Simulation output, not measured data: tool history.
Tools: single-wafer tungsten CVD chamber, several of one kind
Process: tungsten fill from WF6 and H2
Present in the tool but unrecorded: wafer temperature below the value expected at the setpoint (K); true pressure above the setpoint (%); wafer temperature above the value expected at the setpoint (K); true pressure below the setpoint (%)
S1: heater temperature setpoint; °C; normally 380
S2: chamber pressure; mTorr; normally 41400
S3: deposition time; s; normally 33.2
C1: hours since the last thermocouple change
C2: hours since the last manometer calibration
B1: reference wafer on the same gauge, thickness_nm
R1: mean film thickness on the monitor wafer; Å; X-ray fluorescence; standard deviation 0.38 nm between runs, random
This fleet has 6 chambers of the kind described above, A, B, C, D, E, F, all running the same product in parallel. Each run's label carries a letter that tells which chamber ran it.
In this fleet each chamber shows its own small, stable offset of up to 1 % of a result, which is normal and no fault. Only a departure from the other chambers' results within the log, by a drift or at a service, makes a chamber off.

run   hour   S1     S2    S3      C1      C2      B1       R1
 1B    4.6  380  41400  33.2   215.4   601.4  90.131   763.62
 2C   10.6  380  41400  33.2   711.0   451.9  90.045   760.44
 3A   20.0  380  41400  33.2  2071.2   543.7  90.048   766.00
 4F   24.8  380  41400  33.2   849.0   543.5  90.046   770.80
 5E   30.6  380  41400  33.2  1055.9  2007.4  90.042   757.73
 6D   38.7  380  41400  33.2  1904.2   771.6  90.034   760.55
 7C   45.6  380  41400  33.2   746.0   486.9  90.118   765.95
 8A   54.0  380  41400  33.2  2105.2   577.7  90.177   769.24
 9B   62.5  380  41400  33.2   273.3   659.3  90.097   766.30
10D   68.4  380  41400  33.2  1933.9   801.3  90.002   753.22
11E   75.0  380  41400  33.2  1100.3  2051.8  90.142   761.53
12F   82.6  368  41400  33.2   906.8   601.3  90.280   602.37
13B   88.4  368  41400  33.2   299.2   685.2  90.164   593.92
14E   97.1  368  41400  33.2  1122.4  2073.9  90.011   595.09
15D  105.4  368  41400  33.2  1970.9   838.3  90.233   587.80
16C  112.1  368  41400  33.2   812.5   553.4  90.014   587.88
17F  117.8  368  41400  33.2   942.0   636.5  90.162   597.62
18A  125.6  380  41400  33.2  2176.8   649.3  90.263   768.91
19C  131.6  372  38300  33.2   832.0   572.9  90.184   618.66
     132.0  -- chamber A: thermocouple changed; heater temperature recalibrated
20E  140.2  372  38300  33.2  1165.5  2117.0  90.109   618.31
21A  150.2  372  38300  33.2    18.2   673.9  90.037   621.20
22B  156.6  372  38300  33.2   367.4   753.4  90.059   625.60
     160.5  -- chamber F: thermocouple changed; heater temperature recalibrated
23D  164.3  372  38300  33.2  2029.8   897.2  90.086   620.68
24F  169.0  372  38300  33.2     8.6   687.7  90.190   665.66
25B  175.9  380  41400  33.2   386.7   772.7  90.151   761.41
26D  182.1  380  41400  33.2  2047.6   915.0  90.167   761.45
27E  186.8  380  41400  33.2  1212.1  2163.6  90.154   758.20
28A  191.3  380  41400  33.2    59.3   715.0  90.150   766.48
29F  196.4  380  41400  33.2    36.0   715.1  90.070   815.83
30C  203.3  380  41400  33.2   903.7   644.6  90.097   768.26
31F  207.9  394  41400  38.3    47.5   726.6  90.065  1233.40
32D  213.0  394  41400  38.3  2078.5   945.9  90.101  1152.50
33E  221.0  394  41400  38.3  1246.3  2197.8  90.159  1153.50
34C  227.1  394  41400  38.3   927.5   668.4  90.112  1162.00
35B  237.2  394  41400  38.3   448.0   834.0  90.175  1165.00
36A  243.7  394  41400  38.3   111.7   767.4  90.081  1151.70
37C  248.5  380  41400  33.2   948.9   689.8  90.175   763.24
38D  258.3  380  41400  33.2  2123.8   991.2  89.924   760.76
39F  266.2  380  41400  33.2   105.8   784.9  90.086   811.90
40B  275.7  380  41400  33.2   486.5   872.5  90.179   765.50
41E  285.1  380  41400  33.2  1310.4  2261.9  90.136   757.25
42A  290.5  380  41400  33.2   158.5   814.2  90.176   760.89

Each of the 6 chambers runs these same settings next. Fill in every chamber's results:
43A  297.7  380  41400  26.8               ?
43B  297.7  380  41400  26.8               ?
43C  297.7  380  41400  26.8               ?
43D  297.7  380  41400  26.8               ?
43E  297.7  380  41400  26.8               ?
43F  297.7  380  41400  26.8               ?

run      R1
43A  617.87
43B  617.75
43C  616.26
43D  613.20
43E  612.62
43F  652.92
